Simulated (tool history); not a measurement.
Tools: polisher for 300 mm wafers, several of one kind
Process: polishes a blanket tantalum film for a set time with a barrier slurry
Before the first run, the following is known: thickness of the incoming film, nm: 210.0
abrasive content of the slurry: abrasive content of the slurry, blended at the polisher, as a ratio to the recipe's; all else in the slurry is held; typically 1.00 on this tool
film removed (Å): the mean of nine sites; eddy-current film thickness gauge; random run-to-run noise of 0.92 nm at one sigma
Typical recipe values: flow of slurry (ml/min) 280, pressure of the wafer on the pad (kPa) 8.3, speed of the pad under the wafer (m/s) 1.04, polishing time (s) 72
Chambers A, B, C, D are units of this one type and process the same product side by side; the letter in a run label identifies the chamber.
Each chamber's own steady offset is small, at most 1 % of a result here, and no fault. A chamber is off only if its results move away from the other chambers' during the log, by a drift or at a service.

run	hour	flow of slurry (ml/min)	pressure of the wafer on the pad (kPa)	speed of the pad under the wafer (m/s)	abrasive content of the slurry	polishing time (s)	wafers polished on this pad	hours since the slurry nozzle was cleaned	hours since the head pressure was calibrated	hours since the slurry blender was calibrated	film removed (Å)
# hour 0.5: chamber D: head pressure recalibrated
1D	5.6	280	8.3	1.04	1.00	72	409	537.2	5.1	159.7	636.18
2A	10.7	280	8.3	1.04	1.00	72	552	51.0	220.5	79.3	637.12
3C	14.7	280	8.3	1.04	1.00	72	229	423.4	325.1	162.5	645.87
4B	18.1	280	8.3	1.04	1.00	72	867	298.0	130.6	39.0	649.34
5B	23.5	280	8.3	1.04	1.00	72	913	303.4	136.0	44.4	640.21
6A	28.2	280	8.3	1.04	1.00	72	700	68.5	238.0	96.8	631.17
# hour 28.3: chamber A: worn pad replaced by a new one
7C	34.1	280	8.3	1.04	1.00	72	393	442.8	344.5	181.9	639.39
8D	37.9	280	8.3	1.04	1.00	72	682	569.5	37.4	192.0	646.26
9D	43.7	280	8.3	1.04	1.00	72	731	575.3	43.2	197.8	637.98
10A	49.4	280	8.3	1.04	1.00	72	178	89.7	259.2	118.0	643.34
# hour 50.3: chamber B: slurry nozzle cleaned
11B	55.2	280	8.3	1.04	1.00	72	1181	5.0	167.7	76.1	638.10
12C	60.8	280	10.3	1.04	1.00	72	619	469.5	371.2	208.6	800.77
13A	66.3	280	10.3	1.04	1.00	72	321	106.6	276.1	134.9	780.08
14D	69.8	280	10.3	1.04	1.00	72	952	601.4	69.3	223.9	838.90
# hour 73.9: chamber B: worn pad replaced by a new one
15B	75.0	280	10.3	1.04	1.00	72	9	24.8	187.5	95.9	842.37
16C	80.9	280	8.3	1.04	1.00	72	789	489.6	391.3	228.7	641.10
17B	84.8	280	8.3	1.04	1.00	72	92	34.6	197.3	105.7	642.97
# hour 85.3: chamber D: worn pad replaced by a new one
18A	87.4	280	8.3	1.04	1.00	72	500	127.7	297.2	156.0	623.20
19C	91.5	365	8.3	0.76	1.00	72	879	500.2	401.9	239.3	472.61
# hour 93.0: chamber A: worn pad replaced by a new one
20D	95.9	365	8.3	0.76	1.00	72	89	627.5	95.4	250.0	472.15
21A	98.6	365	8.3	0.76	1.00	72	47	138.9	308.4	167.2	482.34
22D	104.0	365	8.3	0.76	1.00	72	158	635.6	103.5	258.1	474.47
23B	106.9	280	8.3	1.04	1.00	72	279	56.7	219.4	127.8	653.77
24C	111.5	280	8.3	1.04	1.00	72	1049	520.2	421.9	259.3	632.18
25C	117.2	280	8.3	1.04	1.00	72	1097	525.9	427.6	265.0	632.60
# hour 119.8: chamber C: head pressure recalibrated
26D	119.9	280	5.5	1.36	1.00	72	293	651.5	119.4	274.0	558.08
27A	123.0	280	5.5	1.36	1.00	72	254	163.3	332.8	191.6	567.26
28B	125.8	280	5.5	1.36	1.00	72	439	75.6	238.3	146.7	560.41
29D	131.5	280	5.5	1.36	1.00	72	391	663.1	131.0	285.6	579.80
30B	134.1	280	8.3	1.04	1.00	72	509	83.9	246.6	155.0	644.33
31A	137.5	280	8.3	1.04	1.00	72	376	177.8	347.3	206.1	640.44
32C	140.4	280	8.3	1.04	1.00	72	1293	549.1	20.6	288.2	647.73
33B	143.1	280	8.3	1.04	1.00	72	585	92.9	255.6	164.0	639.31
34A	147.9	280	8.3	1.04	0.90	94	465	188.2	357.7	216.5	816.31
# hour 149.5: chamber C: worn pad replaced by a new one
35C	152.5	280	8.3	1.04	0.90	94	26	561.2	32.7	300.3	794.71
36D	156.1	280	8.3	1.04	0.90	94	599	687.7	155.6	310.2	806.93
37A	161.1	280	8.3	1.04	0.90	94	576	201.4	370.9	229.7	822.83
38D	165.9	280	8.3	1.04	1.00	72	682	697.5	165.4	320.0	661.65
39B	169.9	280	8.3	1.04	1.00	72	812	119.7	282.4	190.8	629.57
# hour 170.9: chamber A: worn pad replaced by a new one
40C	173.2	280	8.3	1.04	1.00	72	201	581.9	53.4	321.0	640.72
41D	175.9	280	8.3	1.04	0.85	72	767	707.5	175.4	330.0	624.56
42A	181.0	280	8.3	1.04	0.85	72	85	221.3	390.8	249.6	598.48

Each of the 4 chambers runs these same settings next. Fill in every chamber's results:
43A	185.2	280	8.3	1.04	1.00	85					?
43B	185.2	280	8.3	1.04	1.00	85					?
43C	185.2	280	8.3	1.04	1.00	85					?
43D	185.2	280	8.3	1.04	1.00	85					?

run	film removed (Å)
43A	744.14
43B	754.42
43C	753.76
43D	786.65
